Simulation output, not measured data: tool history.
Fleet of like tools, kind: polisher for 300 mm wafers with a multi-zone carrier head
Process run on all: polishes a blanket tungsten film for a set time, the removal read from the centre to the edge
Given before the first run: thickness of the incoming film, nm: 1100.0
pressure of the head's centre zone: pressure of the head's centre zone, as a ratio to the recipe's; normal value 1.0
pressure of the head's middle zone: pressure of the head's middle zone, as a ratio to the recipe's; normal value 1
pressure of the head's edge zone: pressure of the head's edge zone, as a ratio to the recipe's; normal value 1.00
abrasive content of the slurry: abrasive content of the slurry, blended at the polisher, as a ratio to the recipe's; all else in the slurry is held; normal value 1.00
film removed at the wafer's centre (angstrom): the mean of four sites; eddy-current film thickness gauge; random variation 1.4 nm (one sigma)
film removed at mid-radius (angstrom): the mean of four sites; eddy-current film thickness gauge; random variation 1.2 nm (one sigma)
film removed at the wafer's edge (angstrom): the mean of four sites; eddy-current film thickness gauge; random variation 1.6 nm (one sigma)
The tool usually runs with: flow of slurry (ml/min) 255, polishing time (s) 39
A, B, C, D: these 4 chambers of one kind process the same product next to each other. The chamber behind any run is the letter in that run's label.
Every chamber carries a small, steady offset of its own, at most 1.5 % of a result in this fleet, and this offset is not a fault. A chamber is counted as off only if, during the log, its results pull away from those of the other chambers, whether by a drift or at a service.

| run | day | flow of slurry (ml/min) | pressure of the head's centre zone | pressure of the head's middle zone | pressure of the head's edge zone | abrasive content of the slurry | polishing time (s) | film removed at the wafer's centre (angstrom) | film removed at mid-radius (angstrom) | film removed at the wafer's edge (angstrom) |
|---|---|---|---|---|---|---|---|---|---|---|
|  | 0.275 | chamber A: edge zone pressure recalibrated |
|  | 0.312 | chamber C: worn pad replaced by a new one |
| 1A | 0.338 | 255 | 1.0 | 1 | 1.00 | 1.00 | 39 | 1265.6 | 1288.4 | 1244.7 |
| 2D | 0.621 | 255 | 1.0 | 1 | 1.00 | 1.00 | 39 | 1287.4 | 1259.3 | 1321.7 |
|  | 0.933 | chamber A: worn pad replaced by a new one |
| 3C | 1.183 | 255 | 1.0 | 1 | 1.00 | 1.00 | 39 | 1250.0 | 1287.1 | 1291.2 |
| 4B | 1.712 | 255 | 1.0 | 1 | 1.00 | 1.00 | 39 | 1273.1 | 1280.4 | 1299.8 |
|  | 1.971 | chamber B: worn pad replaced by a new one |
| 5A | 2.175 | 255 | 0.9 | 1 | 1.00 | 1.00 | 39 | 1141.0 | 1296.7 | 1288.2 |
| 6B | 2.646 | 255 | 0.9 | 1 | 1.00 | 1.00 | 39 | 1124.1 | 1271.6 | 1285.2 |
| 7D | 3.171 | 255 | 0.9 | 1 | 1.00 | 1.00 | 39 | 1166.4 | 1273.7 | 1302.2 |
|  | 3.188 | chamber D: worn pad replaced by a new one |
|  | 3.708 | chamber C: centre zone pressure recalibrated |
| 8C | 3.712 | 255 | 0.9 | 1 | 1.00 | 1.00 | 39 | 1144.6 | 1261.1 | 1241.6 |
|  | 4.229 | chamber C: worn pad replaced by a new one |
|  | 4.242 | chamber C: slurry nozzle cleaned |
| 9A | 4.271 | 255 | 1.0 | 1 | 1.00 | 1.00 | 39 | 1259.6 | 1285.3 | 1291.5 |
| 10B | 4.629 | 255 | 1.0 | 1 | 1.00 | 1.00 | 39 | 1287.2 | 1282.8 | 1304.6 |
|  | 4.804 | chamber A: worn pad replaced by a new one |
| 11D | 5.088 | 255 | 1.0 | 1 | 1.00 | 1.00 | 39 | 1283.4 | 1268.6 | 1298.3 |
| 12C | 5.596 | 255 | 1.0 | 1 | 1.00 | 1.00 | 39 | 1276.2 | 1275.1 | 1286.5 |
| 13C | 5.888 | 255 | 1.0 | 1 | 1.00 | 1.00 | 39 | 1273.6 | 1270.3 | 1244.2 |
|  | 5.912 | chamber B: worn pad replaced by a new one |
| 14A | 6.462 | 255 | 1.0 | 1 | 1.00 | 1.00 | 39 | 1285.3 | 1278.2 | 1277.2 |
| 15B | 6.825 | 255 | 1.0 | 1 | 1.00 | 1.00 | 39 | 1274.2 | 1284.0 | 1274.6 |
| 16D | 7.142 | 255 | 1.0 | 1 | 1.00 | 1.00 | 39 | 1278.6 | 1262.9 | 1284.7 |
|  | 7.175 | chamber D: worn pad replaced by a new one |
|  | 7.392 | chamber C: worn pad replaced by a new one |
| 17A | 7.412 | 255 | 1.0 | 1 | 1.00 | 1.00 | 39 | 1236.2 | 1299.1 | 1290.2 |
| 18D | 7.975 | 255 | 1.0 | 1 | 1.00 | 1.00 | 39 | 1273.8 | 1257.7 | 1273.7 |
| 19C | 8.475 | 255 | 1.0 | 1 | 1.00 | 1.00 | 39 | 1295.5 | 1259.0 | 1296.7 |
|  | 8.508 | chamber A: worn pad replaced by a new one |
| 20B | 9.054 | 255 | 1.0 | 1 | 1.00 | 1.00 | 39 | 1252.8 | 1261.6 | 1273.9 |
| 21C | 9.588 | 255 | 1.0 | 1 | 1.00 | 1.00 | 39 | 1283.6 | 1270.3 | 1262.9 |
|  | 9.721 | chamber B: centre zone pressure recalibrated |
|  | 9.892 | chamber B: worn pad replaced by a new one |
| 22A | 10.142 | 255 | 1.0 | 1 | 1.00 | 1.00 | 39 | 1251.8 | 1294.4 | 1305.6 |
| 23B | 10.483 | 255 | 1.0 | 1 | 1.00 | 1.00 | 39 | 1254.2 | 1265.2 | 1264.6 |
| 24D | 11.004 | 255 | 1.0 | 1 | 1.00 | 1.25 | 39 | 1364.3 | 1339.0 | 1334.0 |
|  | 11.179 | chamber A: slurry nozzle cleaned |
|  | 11.312 | chamber D: worn pad replaced by a new one |
|  | 11.500 | chamber C: worn pad replaced by a new one |
| 25D | 11.588 | 255 | 1.0 | 1 | 1.00 | 1.25 | 39 | 1355.4 | 1323.0 | 1325.2 |
| 26B | 12.050 | 255 | 1.0 | 1 | 1.00 | 1.25 | 39 | 1337.6 | 1318.0 | 1313.7 |
| 27C | 12.621 | 255 | 1.0 | 1 | 1.00 | 1.25 | 39 | 1352.9 | 1334.0 | 1340.2 |
|  | 12.638 | chamber A: worn pad replaced by a new one |
|  | 12.888 | chamber B: edge zone pressure recalibrated |
| 28A | 12.988 | 255 | 1.0 | 1 | 1.00 | 1.00 | 39 | 1277.8 | 1277.3 | 1277.2 |
|  | 13.208 | chamber B: worn pad replaced by a new one |
| 29A | 13.571 | 255 | 1.0 | 1 | 1.00 | 1.00 | 39 | 1261.5 | 1300.4 | 1304.7 |
| 30D | 13.925 | 255 | 1.0 | 1 | 1.00 | 1.00 | 39 | 1268.7 | 1253.2 | 1297.5 |
| 31C | 14.208 | 255 | 1.0 | 1 | 1.00 | 1.00 | 39 | 1266.6 | 1249.3 | 1299.5 |
| 32B | 14.779 | 255 | 1.0 | 1 | 1.00 | 1.00 | 39 | 1229.5 | 1222.2 | 1253.2 |
| 33B | 15.204 | 255 | 1.0 | 1 | 1.00 | 1.00 | 39 | 1219.1 | 1253.4 | 1229.7 |
| 34D | 15.521 | 255 | 1.0 | 1 | 1.00 | 1.00 | 39 | 1260.1 | 1243.1 | 1295.2 |
|  | 15.629 | chamber D: worn pad replaced by a new one |
|  | 15.688 | chamber C: worn pad replaced by a new one |
|  | 15.942 | chamber D: slurry nozzle cleaned |
| 35C | 15.983 | 255 | 1.0 | 1 | 1.00 | 1.00 | 39 | 1261.5 | 1279.0 | 1263.4 |
| 36A | 16.367 | 255 | 1.0 | 1 | 1.00 | 1.00 | 39 | 1255.6 | 1268.5 | 1258.7 |
|  | 16.542 | chamber B: worn pad replaced by a new one |
| 37B | 16.650 | 255 | 1.0 | 1 | 1.00 | 1.00 | 39 | 1194.7 | 1236.7 | 1234.6 |
| 38C | 16.912 | 255 | 1.0 | 1 | 1.00 | 1.00 | 39 | 1258.3 | 1262.0 | 1299.0 |
|  | 17.292 | chamber A: worn pad replaced by a new one |
| 39A | 17.408 | 255 | 1.0 | 1 | 1.00 | 1.00 | 39 | 1253.5 | 1296.3 | 1288.0 |
| 40D | 17.867 | 255 | 1.0 | 1 | 0.94 | 1.00 | 39 | 1260.6 | 1250.6 | 1222.8 |
| 41D | 18.358 | 255 | 1.0 | 1 | 0.94 | 1.00 | 39 | 1275.4 | 1248.7 | 1236.2 |

Is one chamber out of step, is the gauge drifting, or do the chambers differ by no more than their own small offsets? For an off chamber, give its letter and the likeliest cause.

Little by little, chamber B moves away from the other chambers.
Cause: slurry flow missing at the pad, % = 39.4.

Chamber B could run next with any of the 4 candidate recipes listed below; each alters the usual settings, and their results appear as question marks. Which one brings its results back in line with what the other chambers deliver on the usual settings?
Maximum distance from the other chambers' mean on the usual settings for a result to count as in line: film removed at the wafer's centre (angstrom) 47.0; film removed at mid-radius (angstrom) 43.0; film removed at the wafer's edge (angstrom) 58.0
| 42B-1 | 18.775 | 250 | 0.99 | 0.99 | 1.00 | 1.00 | 37 | ? | ? | ? |
| 42B-2 | 18.775 | 265 | 1.02 | 1.01 | 0.99 | 1.00 | 43 | ? | ? | ? |
| 42B-3 | 18.775 | 260 | 1.01 | 1.01 | 1.00 | 1.00 | 41 | ? | ? | ? |
| 42B-4 | 18.775 | 245 | 0.98 | 0.99 | 1.01 | 1.00 | 35 | ? | ? | ? |

What the other chambers average on the usual settings: film removed at the wafer's centre (angstrom) 1268.8; film removed at mid-radius (angstrom) 1273.2; film removed at the wafer's edge (angstrom) 1280.9
| run | film removed at the wafer's centre (angstrom) | film removed at mid-radius (angstrom) | film removed at the wafer's edge (angstrom) |
|---|---|---|---|
| 42B-1 | 1103.1 | 1118.5 | 1145.7 |
| 42B-2 | 1341.6 | 1338.6 | 1334.4 |
| 42B-3 | 1260.4 | 1271.9 | 1275.9 |
| 42B-4 | 1027.2 | 1054.0 | 1086.4 |
Change 42B-3 lands the chamber within the allowed miss of the other chambers.
